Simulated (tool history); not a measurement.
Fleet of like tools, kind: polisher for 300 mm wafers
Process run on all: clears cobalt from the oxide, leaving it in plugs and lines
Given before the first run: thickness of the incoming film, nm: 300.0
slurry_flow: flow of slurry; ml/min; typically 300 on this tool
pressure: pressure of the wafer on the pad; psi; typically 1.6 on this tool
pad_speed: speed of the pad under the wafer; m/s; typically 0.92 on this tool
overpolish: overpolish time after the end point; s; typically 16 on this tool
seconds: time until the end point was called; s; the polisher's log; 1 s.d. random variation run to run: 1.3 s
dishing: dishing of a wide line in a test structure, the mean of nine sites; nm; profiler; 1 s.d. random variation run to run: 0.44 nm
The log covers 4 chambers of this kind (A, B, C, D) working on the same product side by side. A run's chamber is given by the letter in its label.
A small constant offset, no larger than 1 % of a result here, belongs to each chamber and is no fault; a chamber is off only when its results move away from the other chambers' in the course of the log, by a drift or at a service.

run   hour  slurry_flow  pressure  pad_speed  overpolish  seconds  dishing
 1A   13.3          300       1.6       0.92          16   70.163   37.361
 2D   19.4          300       1.6       0.92          16   66.360   36.494
 3C   31.7          300       1.6       0.92          16   67.960   36.934
      31.9  -- chamber D: head pressure recalibrated
      34.2  -- chamber B: head pressure recalibrated
 4B   39.1          300       1.6       0.92          16   66.920   36.858
      43.2  -- chamber D: worn pad replaced by a new one
      49.3  -- chamber A: slurry nozzle cleaned
 5B   52.4          300       1.6       0.92          10   67.284   28.695
 6D   62.0          300       1.6       0.92          10   67.781   28.207
 7A   70.4          300       1.6       0.92          10   69.134   28.969
 8C   84.2          300       1.6       0.92          10   70.081   28.647
 9B   94.7          300       1.6       0.92          19   69.501   40.317
10C  107.7          300       1.6       0.92          19   68.472   39.732
     118.4  -- chamber C: worn pad replaced by a new one
11A  120.4          300       1.6       0.92          19   68.570   38.981
12D  127.1          300       1.6       0.92          19   69.492   39.026
     127.4  -- chamber A: worn pad replaced by a new one
13D  133.5          300       1.6       0.92          16   68.204   36.887
14A  143.5          300       1.6       0.92          20   66.527   40.446
15C  156.4          300       1.6       0.92          20   68.798   39.855
16B  166.4          300       1.6       0.92          20   69.294   40.283
17C  176.5          300       1.6       0.92          20   66.207   40.547
     182.6  -- chamber D: worn pad replaced by a new one
18A  187.3          350       1.8       0.92          16   59.934   39.527
19B  200.5          350       1.8       0.92          16   60.336   39.712
20D  212.1          350       1.8       0.92          16   61.342   38.285
21B  219.3          350       1.8       0.92          16   58.108   39.847
     222.2  -- chamber D: slurry nozzle cleaned
22A  227.8          300       1.6       0.92          16   64.220   38.009
     236.3  -- chamber B: worn pad replaced by a new one
23D  238.9          300       1.6       0.92          16   67.880   37.374
24C  246.8          300       1.6       0.92          16   68.808   36.789
25D  254.0          300       1.6       0.92          16   68.597   35.931
26C  262.2          300       1.6       0.92          16   67.619   36.828
     268.0  -- chamber A: slurry nozzle cleaned
27B  271.1          300       1.8       0.92          16   59.859   39.053
28A  282.3          300       1.8       0.92          16   61.024   38.408
29B  289.1          300       1.8       0.92          16   60.945   38.816
30D  299.3          300       1.8       0.92          16   59.697   37.804

Decide between three cases: one chamber stands off from its peers, the gauge reading all wafers drifts, or nothing is wrong past each chamber's small offset. Where a chamber is off, say which and what most likely put it there.

All chambers stay in line apart from their small fixed offsets, and the gauge does not drift.
